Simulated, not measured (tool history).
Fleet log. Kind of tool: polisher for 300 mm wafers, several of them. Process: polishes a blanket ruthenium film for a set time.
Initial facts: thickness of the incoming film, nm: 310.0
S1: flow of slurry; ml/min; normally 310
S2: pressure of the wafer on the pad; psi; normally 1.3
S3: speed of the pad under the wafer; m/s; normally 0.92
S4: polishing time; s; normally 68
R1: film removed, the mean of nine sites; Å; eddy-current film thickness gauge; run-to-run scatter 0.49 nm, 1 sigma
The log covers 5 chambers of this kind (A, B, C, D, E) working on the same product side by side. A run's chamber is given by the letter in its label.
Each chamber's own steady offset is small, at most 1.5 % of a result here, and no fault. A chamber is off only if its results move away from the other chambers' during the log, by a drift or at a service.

run	hour	S1	S2	S3	S4	R1
1C	5.4	310	1.3	0.92	68	529.56
2D	10.5	310	1.3	0.92	68	540.73
3A	14.6	310	1.3	0.92	68	533.39
# hour 16.4: chamber E: worn pad replaced by a new one
4B	21	310	1.3	0.92	68	550.15
5E	24.3	310	1.3	0.92	68	545.2
# hour 27.5: chamber A: worn pad replaced by a new one
# hour 27.5: chamber A: slurry nozzle cleaned
6A	27.6	310	1.3	0.92	68	529.8
7E	33.3	310	1.3	0.92	68	546.62
# hour 35.4: chamber C: slurry nozzle cleaned
8B	37.6	310	1.3	0.92	68	540.23
9C	44.5	310	1.3	0.92	68	531.23
10D	48.4	310	1.3	0.92	68	532.08
11B	52.1	310	1.3	0.92	68	543.59
# hour 52.3: chamber B: worn pad replaced by a new one
12A	56.8	310	1.3	0.92	68	535.86
# hour 60.6: chamber C: worn pad replaced by a new one
13C	63.1	310	1.3	0.92	68	540.78
# hour 66: chamber D: worn pad replaced by a new one
14D	66.4	310	1.3	0.92	68	538.85
15E	70.4	310	1.3	0.92	68	542.9
16E	73.8	310	1.3	0.92	68	533.51
# hour 77.9: chamber C: head pressure recalibrated
17C	78.9	310	1.3	0.92	68	533.78
# hour 82.5: chamber B: head pressure recalibrated
18A	83.2	310	1.3	0.92	68	532.97
19B	86.6	310	1.3	0.92	68	598.61
# hour 87.7: chamber E: worn pad replaced by a new one
# hour 92.5: chamber A: worn pad replaced by a new one
20D	92.7	310	1.3	0.92	68	535.02
21E	98.9	310	1.5	0.92	51	475.98
22D	102.3	310	1.5	0.92	51	462.5
# hour 103.2: chamber E: head pressure recalibrated
23A	106.2	310	1.5	0.92	51	457.92
24C	112.3	310	1.5	0.92	51	464.73
25B	118	310	1.5	0.92	51	523.05
26B	123.1	310	1.3	0.92	68	604.25
27A	129.9	310	1.3	0.92	68	532.43
# hour 131.4: chamber B: worn pad replaced by a new one
# hour 133.3: chamber D: worn pad replaced by a new one
28E	135.9	230	1.7	0.92	68	682.16
29C	139.1	230	1.7	0.92	68	679.24
30D	142.2	230	1.7	0.92	68	679.37
# hour 145.8: chamber C: worn pad replaced by a new one
31B	147	230	1.7	0.92	68	767.8
32A	150.2	230	1.7	0.92	68	675.62
33E	154.3	310	1.3	0.92	46	366.98
# hour 158.3: chamber A: worn pad replaced by a new one
34C	159.6	310	1.3	0.92	46	362.61
# hour 160.2: chamber E: worn pad replaced by a new one
35D	164.2	310	1.3	0.92	46	358.4
36C	170.9	310	1.3	0.92	46	362.57
37A	176.9	310	1.3	0.92	46	363.38
38B	181	310	1.3	0.92	68	610.59
39D	185.5	310	1.3	0.92	68	540.79
40E	192.4	310	1.3	0.78	68	464.65
41C	197.4	310	1.3	0.78	68	457.74
42A	202.5	310	1.3	0.78	68	458.41
43B	206.3	310	1.3	0.78	68	505.64
# hour 208.5: chamber D: worn pad replaced by a new one
44D	210.5	310	1.3	0.78	68	450.09

Each of the 5 chambers runs these same settings next. Fill in every chamber's results:
45A	215.4	310	1.3	0.92	68	?
45B	215.4	310	1.3	0.92	68	?
45C	215.4	310	1.3	0.92	68	?
45D	215.4	310	1.3	0.92	68	?
45E	215.4	310	1.3	0.92	68	?

run	R1
45A	540.58
45B	600.81
45C	542.53
45D	533.49
45E	538.95
